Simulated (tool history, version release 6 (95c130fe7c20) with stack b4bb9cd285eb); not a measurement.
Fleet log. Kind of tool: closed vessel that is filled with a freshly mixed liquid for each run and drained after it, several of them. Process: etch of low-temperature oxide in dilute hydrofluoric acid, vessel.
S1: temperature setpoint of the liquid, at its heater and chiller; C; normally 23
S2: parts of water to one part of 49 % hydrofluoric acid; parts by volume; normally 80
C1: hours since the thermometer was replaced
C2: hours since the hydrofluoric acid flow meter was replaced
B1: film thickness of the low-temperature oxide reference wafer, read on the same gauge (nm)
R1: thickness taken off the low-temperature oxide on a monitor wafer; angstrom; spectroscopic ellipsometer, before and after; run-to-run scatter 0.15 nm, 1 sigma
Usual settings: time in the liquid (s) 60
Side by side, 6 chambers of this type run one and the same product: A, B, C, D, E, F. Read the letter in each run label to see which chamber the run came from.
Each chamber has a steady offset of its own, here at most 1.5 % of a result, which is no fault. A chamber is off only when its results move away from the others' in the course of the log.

Run 1A, hour 4.3: usual settings; C1 42; C2 416.6; B1 70.071. Result: R1 180.41 angstrom.
Run 2E, hour 7.7: usual settings; C1 1217.2; C2 482.2; B1 70.03. Result: R1 174.64 angstrom.
Run 3F, hour 10.7: usual settings; C1 870.6; C2 1891.1; B1 70.004. Result: R1 177.01 angstrom.
Run 4B, hour 13.7: usual settings; C1 1073.1; C2 490.3; B1 70.006. Result: R1 179.02 angstrom.
Run 5D, hour 16: usual settings; C1 886.7; C2 405.3; B1 70.005. Result: R1 180.84 angstrom.
Run 6C, hour 19.3: usual settings; C1 1271.3; C2 22.5; B1 69.986. Result: R1 178.94 angstrom.
Run 7E, hour 21.9: usual settings; C1 1231.4; C2 496.4; B1 70. Result: R1 173.5 angstrom.
Run 8B, hour 23.9: usual settings; C1 1083.3; C2 500.5; B1 70.003. Result: R1 180.01 angstrom.
Run 9F, hour 27.3: usual settings but S2 95 parts by volume, time in the liquid (s) 80; C1 887.2; C2 1907.7; B1 70.001. Result: R1 197.16 angstrom.
Run 10D, hour 31: usual settings but S2 95 parts by volume, time in the liquid (s) 80; C1 901.7; C2 420.3; B1 70.023. Result: R1 197.19 angstrom.
Run 11A, hour 35.4: usual settings but S2 95 parts by volume, time in the liquid (s) 80; C1 73.1; C2 447.7; B1 70.017. Result: R1 200.33 angstrom.
Run 12C, hour 38.3: usual settings but S2 95 parts by volume, time in the liquid (s) 80; C1 1290.3; C2 41.5; B1 70.031. Result: R1 194.55 angstrom.
Run 13D, hour 41.4: usual settings but S2 95 parts by volume, time in the liquid (s) 80; C1 912.1; C2 430.7; B1 69.944. Result: R1 201.38 angstrom.
Run 14B, hour 43.9: usual settings but S2 95 parts by volume, time in the liquid (s) 80; C1 1103.3; C2 520.5; B1 69.984. Result: R1 200.8 angstrom.
Run 15C, hour 45.9: usual settings; C1 1297.9; C2 49.1; B1 69.983. Result: R1 179.32 angstrom.
Run 16E, hour 48.1: usual settings but S2 55 parts by volume, time in the liquid (s) 90; C1 1257.6; C2 522.6; B1 70.049. Result: R1 399.82 angstrom.
Run 17A, hour 50.3: usual settings but S2 55 parts by volume, time in the liquid (s) 90; C1 88; C2 462.6; B1 69.982. Result: R1 404.38 angstrom.
Run 18F, hour 52.4: usual settings but S2 55 parts by volume, time in the liquid (s) 90; C1 912.3; C2 1932.8; B1 70.005. Result: R1 409.04 angstrom.
Run 19E, hour 54.6: usual settings but S2 55 parts by volume, time in the liquid (s) 90; C1 1264.1; C2 529.1; B1 69.997. Result: R1 392.36 angstrom.
Run 20F, hour 58.6: usual settings but S2 55 parts by volume, time in the liquid (s) 90; C1 918.5; C2 1939; B1 70.035. Result: R1 405.93 angstrom.
Run 21C, hour 62.3: usual settings but S2 55 parts by volume, time in the liquid (s) 90; C1 1314.3; C2 65.5; B1 69.986. Result: R1 404.26 angstrom.
Run 22D, hour 66.4: usual settings; C1 937.1; C2 455.7; B1 69.972. Result: R1 177.36 angstrom.
Run 23B, hour 69: usual settings; C1 1128.4; C2 545.6; B1 70. Result: R1 181.77 angstrom.
Run 24A, hour 73.4: usual settings; C1 111.1; C2 485.7; B1 69.971. Result: R1 178.27 angstrom.
Run 25D, hour 77.3: usual settings; C1 948; C2 466.6; B1 70.033. Result: R1 178.75 angstrom.
Run 26E, hour 79.3: usual settings but S1 21.5 C, time in the liquid (s) 30; C1 1288.8; C2 553.8; B1 69.978. Result: R1 83.776 angstrom.
Run 27B, hour 81.4: usual settings but S1 21.5 C, time in the liquid (s) 30; C1 1140.8; C2 558; B1 70.021. Result: R1 87.286 angstrom.
Run 28A, hour 84.6: usual settings but S1 21.5 C, time in the liquid (s) 30; C1 122.3; C2 496.9; B1 70.003. Result: R1 83.351 angstrom.
Run 29C, hour 86.5: usual settings but S1 21.5 C, time in the liquid (s) 30; C1 1338.5; C2 89.7; B1 69.996. Result: R1 83.134 angstrom.
Run 30F, hour 89.7: usual settings but S1 21.5 C, time in the liquid (s) 30; C1 949.6; C2 1970.1; B1 70.003. Result: R1 85.43 angstrom.
Run 31F, hour 93.7: usual settings but S1 21.5 C, time in the liquid (s) 30; C1 953.6; C2 1974.1; B1 69.939. Result: R1 84.173 angstrom.
Run 32C, hour 97.4: usual settings; C1 1349.4; C2 100.6; B1 70. Result: R1 177.68 angstrom.
Run 33A, hour 99.8: usual settings; C1 137.5; C2 512.1; B1 69.949. Result: R1 181.23 angstrom.
At hour 101.4: chamber D: hydrofluoric acid flow meter replaced.
Run 34B, hour 104.1: usual settings; C1 1163.5; C2 580.7; B1 69.998. Result: R1 192.18 angstrom.
Run 35E, hour 106.8: usual settings; C1 1316.3; C2 581.3; B1 69.989. Result: R1 175.44 angstrom.
Run 36D, hour 110.5: usual settings but S1 27.5 C; C1 981.2; C2 9.1; B1 70. Result: R1 212.05 angstrom.
Run 37A, hour 114.5: usual settings but S1 27.5 C; C1 152.2; C2 526.8; B1 69.985. Result: R1 213.56 angstrom.
Run 38E, hour 116.9: usual settings but S1 27.5 C; C1 1326.4; C2 591.4; B1 70.024. Result: R1 209.97 angstrom.
Run 39C, hour 119.9: usual settings but S1 27.5 C; C1 1371.9; C2 123.1; B1 69.988. Result: R1 214.43 angstrom.

The same settings go to every chamber for the next run, one line per chamber below. Forecast the results for each:
Run 40A, hour 123.2: usual settings but S2 45 parts by volume. Result: R1 ?.
Run 40B, hour 123.2: usual settings but S2 45 parts by volume. Result: R1 ?.
Run 40C, hour 123.2: usual settings but S2 45 parts by volume. Result: R1 ?.
Run 40D, hour 123.2: usual settings but S2 45 parts by volume. Result: R1 ?.
Run 40E, hour 123.2: usual settings but S2 45 parts by volume. Result: R1 ?.
Run 40F, hour 123.2: usual settings but S2 45 parts by volume. Result: R1 ?.

run      R1
40A  332.36
40B  358.63
40C  331.21
40D  330.78
40E  328.84
40F  337.18

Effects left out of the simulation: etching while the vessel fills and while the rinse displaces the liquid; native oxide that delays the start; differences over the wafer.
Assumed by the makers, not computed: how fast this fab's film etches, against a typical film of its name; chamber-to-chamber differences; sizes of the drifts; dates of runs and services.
